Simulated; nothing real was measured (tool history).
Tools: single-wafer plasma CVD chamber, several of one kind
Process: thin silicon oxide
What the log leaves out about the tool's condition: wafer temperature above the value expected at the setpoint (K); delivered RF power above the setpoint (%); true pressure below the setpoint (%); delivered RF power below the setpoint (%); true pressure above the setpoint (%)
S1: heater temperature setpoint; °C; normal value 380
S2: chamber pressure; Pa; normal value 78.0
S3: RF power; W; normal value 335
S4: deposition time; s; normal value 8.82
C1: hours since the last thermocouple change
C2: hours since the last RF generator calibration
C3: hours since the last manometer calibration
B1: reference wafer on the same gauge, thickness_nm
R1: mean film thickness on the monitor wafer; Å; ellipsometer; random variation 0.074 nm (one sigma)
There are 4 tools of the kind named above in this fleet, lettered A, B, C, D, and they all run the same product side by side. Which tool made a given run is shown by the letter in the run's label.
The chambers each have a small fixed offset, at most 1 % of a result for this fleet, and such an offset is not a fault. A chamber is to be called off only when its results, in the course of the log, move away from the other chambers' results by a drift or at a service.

run 1B hour=5.6 | S1=380 S2=78.0 S3=335 S4=8.82 | C1=2170.9 C2=1623.1 C3=464.1 | B1=12.316 | R1=124.730
run 2D hour=12.9 | S1=380 S2=78.0 S3=335 S4=8.82 | C1=1870.5 C2=493.7 C3=481.1 | B1=12.292 | R1=123.880
run 3C hour=18.8 | S1=380 S2=78.0 S3=335 S4=8.82 | C1=878.1 C2=363.3 C3=330.2 | B1=12.288 | R1=123.010
run 4A hour=25.7 | S1=380 S2=78.0 S3=335 S4=8.82 | C1=640.0 C2=896.3 C3=146.3 | B1=12.299 | R1=123.990
run 5C hour=31.0 | S1=380 S2=78.0 S3=335 S4=8.82 | C1=890.3 C2=375.5 C3=342.4 | B1=12.291 | R1=121.920
run 6D hour=38.5 | S1=380 S2=78.0 S3=335 S4=8.82 | C1=1896.1 C2=519.3 C3=506.7 | B1=12.322 | R1=121.730
run 7A hour=42.0 | S1=380 S2=78.0 S3=335 S4=8.82 | C1=656.3 C2=912.6 C3=162.6 | B1=12.321 | R1=122.770
run 8B hour=46.5 | S1=380 S2=78.0 S3=335 S4=8.82 | C1=2211.8 C2=1664.0 C3=505.0 | B1=12.303 | R1=124.840
run 9B hour=51.7 | S1=380 S2=78.0 S3=335 S4=8.82 | C1=2217.0 C2=1669.2 C3=510.2 | B1=12.309 | R1=124.280
run 10C hour=58.9 | S1=380 S2=78.0 S3=335 S4=8.82 | C1=918.2 C2=403.4 C3=370.3 | B1=12.315 | R1=123.400
run 11D hour=65.4 | S1=380 S2=78.0 S3=335 S4=8.82 | C1=1923.0 C2=546.2 C3=533.6 | B1=12.320 | R1=122.410
run 12A hour=68.7 | S1=380 S2=84.9 S3=335 S4=10.06 | C1=683.0 C2=939.3 C3=189.3 | B1=12.317 | R1=153.580
run 13C hour=75.3 | S1=380 S2=84.9 S3=335 S4=10.06 | C1=934.6 C2=419.8 C3=386.7 | B1=12.314 | R1=153.290
run 14D hour=82.9 | S1=380 S2=84.9 S3=335 S4=10.06 | C1=1940.5 C2=563.7 C3=551.1 | B1=12.274 | R1=154.820
run 15B hour=90.4 | S1=380 S2=84.9 S3=335 S4=10.06 | C1=2255.7 C2=1707.9 C3=548.9 | B1=12.292 | R1=156.460
run 16A hour=95.8 | S1=380 S2=78.0 S3=335 S4=8.82 | C1=710.1 C2=966.4 C3=216.4 | B1=12.313 | R1=123.430
run 17B hour=100.6 | S1=380 S2=78.0 S3=335 S4=8.82 | C1=2265.9 C2=1718.1 C3=559.1 | B1=12.316 | R1=124.270
run 18C hour=107.6 | S1=380 S2=78.0 S3=335 S4=8.82 | C1=966.9 C2=452.1 C3=419.0 | B1=12.288 | R1=119.470
run 19D hour=111.1 | S1=380 S2=78.0 S3=335 S4=8.82 | C1=1968.7 C2=591.9 C3=579.3 | B1=12.312 | R1=122.220
run 20A hour=115.9 | S1=380 S2=78.0 S3=335 S4=8.82 | C1=730.2 C2=986.5 C3=236.5 | B1=12.299 | R1=124.880
run 21B hour=123.6 | S1=380 S2=78.0 S3=335 S4=8.82 | C1=2288.9 C2=1741.1 C3=582.1 | B1=12.317 | R1=124.570
run 22D hour=128.0 | S1=380 S2=78.0 S3=335 S4=8.82 | C1=1985.6 C2=608.8 C3=596.2 | B1=12.309 | R1=123.380
run 23A hour=132.9 | S1=380 S2=78.0 S3=300 S4=7.19 | C1=747.2 C2=1003.5 C3=253.5 | B1=12.308 | R1=96.369
run 24C hour=136.9 | S1=380 S2=78.0 S3=300 S4=7.19 | C1=996.2 C2=481.4 C3=448.3 | B1=12.314 | R1=92.761
run 25D hour=142.1 | S1=380 S2=78.0 S3=300 S4=7.19 | C1=1999.7 C2=622.9 C3=610.3 | B1=12.317 | R1=95.964
run 26A hour=146.0 | S1=380 S2=78.0 S3=300 S4=7.19 | C1=760.3 C2=1016.6 C3=266.6 | B1=12.277 | R1=96.085
run 27C hour=151.1 | S1=380 S2=78.0 S3=335 S4=8.82 | C1=1010.4 C2=495.6 C3=462.5 | B1=12.297 | R1=117.880
run 28B hour=154.8 | S1=380 S2=78.0 S3=335 S4=8.82 | C1=2320.1 C2=1772.3 C3=613.3 | B1=12.306 | R1=124.210
run 29D hour=158.8 | S1=380 S2=78.0 S3=335 S4=8.82 | C1=2016.4 C2=639.6 C3=627.0 | B1=12.303 | R1=121.960

Is one chamber out of step, is the gauge drifting, or do the chambers differ by no more than their own small offsets? For an off chamber, give its letter and the likeliest cause.

Little by little, chamber C moves away from the other chambers.
What lies behind it: true pressure below the setpoint (%) = 4.37.

Which of the 4 candidates below, each the usual settings with something changed and its results left as question marks, puts chamber C back in line with what the other chambers give on the usual settings?
Maximum distance from the other chambers' mean on the usual settings for a result to count as in line: R1 2.600 Å
run 30C-1 hour=164.3 | S1=380 S2=80.3 S3=335 S4=8.96 | R1=?
run 30C-2 hour=164.3 | S1=380 S2=84.3 S3=335 S4=8.82 | R1=?
run 30C-3 hour=164.3 | S1=380 S2=71.7 S3=335 S4=8.82 | R1=?
run 30C-4 hour=164.3 | S1=380 S2=74.4 S3=335 S4=8.82 | R1=?

Usual-settings mean across the other chambers: R1 123.600 Å
run=30C-1 R1=123.230
run=30C-2 R1=127.810
run=30C-3 R1=107.100
run=30C-4 R1=111.520
30C-1 is the one that brings the chamber's results back in line with the other chambers.
